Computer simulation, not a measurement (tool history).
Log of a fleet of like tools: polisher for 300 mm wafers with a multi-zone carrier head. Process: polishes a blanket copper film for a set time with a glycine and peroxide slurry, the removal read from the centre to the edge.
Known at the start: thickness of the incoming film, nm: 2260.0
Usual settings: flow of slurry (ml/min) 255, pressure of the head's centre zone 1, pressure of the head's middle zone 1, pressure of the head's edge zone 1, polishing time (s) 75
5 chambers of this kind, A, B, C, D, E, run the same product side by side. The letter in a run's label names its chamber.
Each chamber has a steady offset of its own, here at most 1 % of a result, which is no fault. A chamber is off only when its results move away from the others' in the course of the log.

run	day	flow of slurry (ml/min)	pressure of the head's centre zone	pressure of the head's middle zone	pressure of the head's edge zone	polishing time (s)	wafers polished on this pad	hours since the slurry nozzle was cleaned	hours since the centre zone pressure was calibrated	hours since the edge zone pressure was calibrated	film removed at the wafer's centre (nm)	film removed at mid-radius (nm)	film removed at the wafer's edge (nm)
# day 0.008: chamber D: slurry nozzle cleaned
# day 0.183: chamber C: centre zone pressure recalibrated
# day 0.196: chamber E: worn pad replaced by a new one
1B	0.254	255	1	1	1	75	272	90	51.6	574.2	303.72	304.84	300.26
2D	0.458	255	1	1	1	75	1057	10.9	175.3	1412.6	305	301.77	304.31
3A	0.604	255	1	1	1	75	533	286.2	385	36.4	308.22	303.02	307.16
4E	0.85	255	1	1	1	75	192	877	990.1	780.2	302.7	303.52	307.15
5C	1	255	1	1.05	1	88	497	214.2	19.6	162.7	360.74	369.44	357.35
# day 1.142: chamber D: worn pad replaced by a new one
6B	1.171	255	1	1.05	1	88	541	112	73.6	596.2	361.3	378.05	354.48
7A	1.4	255	1	1.05	1	88	767	305.3	404.1	55.5	360.09	372.7	355.58
# day 1.404: chamber C: worn pad replaced by a new one
# day 1.408: chamber A: worn pad replaced by a new one
8C	1.65	255	1	1.05	1	88	72	229.8	35.2	178.3	355.76	373.54	355.34
# day 1.821: chamber B: worn pad replaced by a new one
9D	1.85	255	1	1.05	1	88	208	44.3	208.7	1446	359.86	367.66	352.66
10E	2.083	295	1	1.07	1	75	554	906.6	1019.7	809.8	305.7	330.4	308.39
11C	2.325	295	1	1.07	1	75	271	246	51.4	194.5	313.46	330.25	304.52
12A	2.592	295	1	1.07	1	75	348	333.9	432.7	84.1	307.75	331.08	312.67
13D	2.804	295	1	1.07	1	75	488	67.2	231.6	1468.9	314.18	323.96	305.34
14E	3.079	295	1	1.07	1	75	847	930.5	1043.6	833.7	303.14	329.18	305.15
# day 3.258: chamber E: worn pad replaced by a new one
15B	3.358	255	1	0.93	1	75	452	164.5	126.1	648.7	304.14	287.67	301.06
16E	3.633	255	1	0.93	1	75	110	943.8	1056.9	847	302.95	288.28	303.89
17C	3.808	255	1	0.93	1	75	707	281.6	87	230.1	304.02	282.72	303.52
# day 3.833: chamber A: worn pad replaced by a new one
# day 3.85: chamber C: worn pad replaced by a new one
18D	4.004	255	1	0.93	1	75	841	96	260.4	1497.7	304.7	277.69	297.89
# day 4.133: chamber E: slurry nozzle cleaned
# day 4.196: chamber D: edge zone pressure recalibrated
19B	4.221	255	1	0.93	1	75	706	185.2	146.8	669.4	297.82	285.89	308.52
20A	4.367	255	1	1	1	75	157	376.5	475.3	126.7	309.02	304.56	302.84
# day 4.425: chamber B: worn pad replaced by a new one
21C	4.567	255	1	1	1	75	211	299.8	105.2	248.3	300.91	299.81	300.21
22D	4.779	205	1	1.09	1	75	1069	114.6	279	14	293.38	319.93	292.03
# day 5.004: chamber A: slurry nozzle cleaned
23B	5.058	205	1	1.09	1	75	186	205.3	166.9	689.5	292.66	322.33	291.39
24A	5.296	205	1	1.09	1	75	430	7.1	497.6	149	296.87	322.68	296.83
# day 5.362: chamber D: worn pad replaced by a new one
25E	5.458	205	1	1.09	1	75	646	31.9	1100.7	890.8	295.79	321.31	295.78
26B	5.629	205	1	1.09	1	75	354	219	180.6	703.2	297.06	321.26	296.57
# day 5.792: chamber C: worn pad replaced by a new one
27A	5.846	255	1	1	1	75	592	20.3	510.8	162.2	303.79	304.23	301.84
28C	6.1	255	1	1	1	75	90	336.6	142	285.1	297.77	295.96	301.69
# day 6.221: chamber E: worn pad replaced by a new one
29D	6.325	255	1	1	1	75	283	151.7	316.1	51.1	303.54	297.89	298.97
# day 6.396: chamber A: worn pad replaced by a new one
30E	6.529	255	1	1	1	75	91	57.6	1126.4	916.5	301.25	306.38	303.68
31D	6.838	205	1	1	1.04	75	434	164	328.4	63.4	293.84	294.88	301.89
# day 6.862: chamber B: worn pad replaced by a new one
32C	7.117	205	1	1	1.04	75	389	361	166.4	309.5	284.45	278.89	289.01
33A	7.358	205	1	1	1.04	75	283	56.6	547.1	198.5	295.67	295.98	305.29
# day 7.438: chamber B: slurry nozzle cleaned
34E	7.5	205	1	1	1.04	75	377	80.9	1149.7	939.8	296.14	297.22	298.08
35B	7.75	205	1	1	1.04	75	262	7.5	231.5	754.1	298.62	293.15	301.11

Next, every chamber runs the same settings. What will each give?
36A	7.983	255	1	1	1	75					?	?	?
36B	7.983	255	1	1	1	75					?	?	?
36C	7.983	255	1	1	1	75					?	?	?
36D	7.983	255	1	1	1	75					?	?	?
36E	7.983	255	1	1	1	75					?	?	?

run	film removed at the wafer's centre (nm)	film removed at mid-radius (nm)	film removed at the wafer's edge (nm)
36A	307.75	308.5	302.66
36B	309.42	304.8	303.61
36C	282.46	287.73	293.2
36D	301.17	299.35	296.82
36E	301.77	304.64	299.35

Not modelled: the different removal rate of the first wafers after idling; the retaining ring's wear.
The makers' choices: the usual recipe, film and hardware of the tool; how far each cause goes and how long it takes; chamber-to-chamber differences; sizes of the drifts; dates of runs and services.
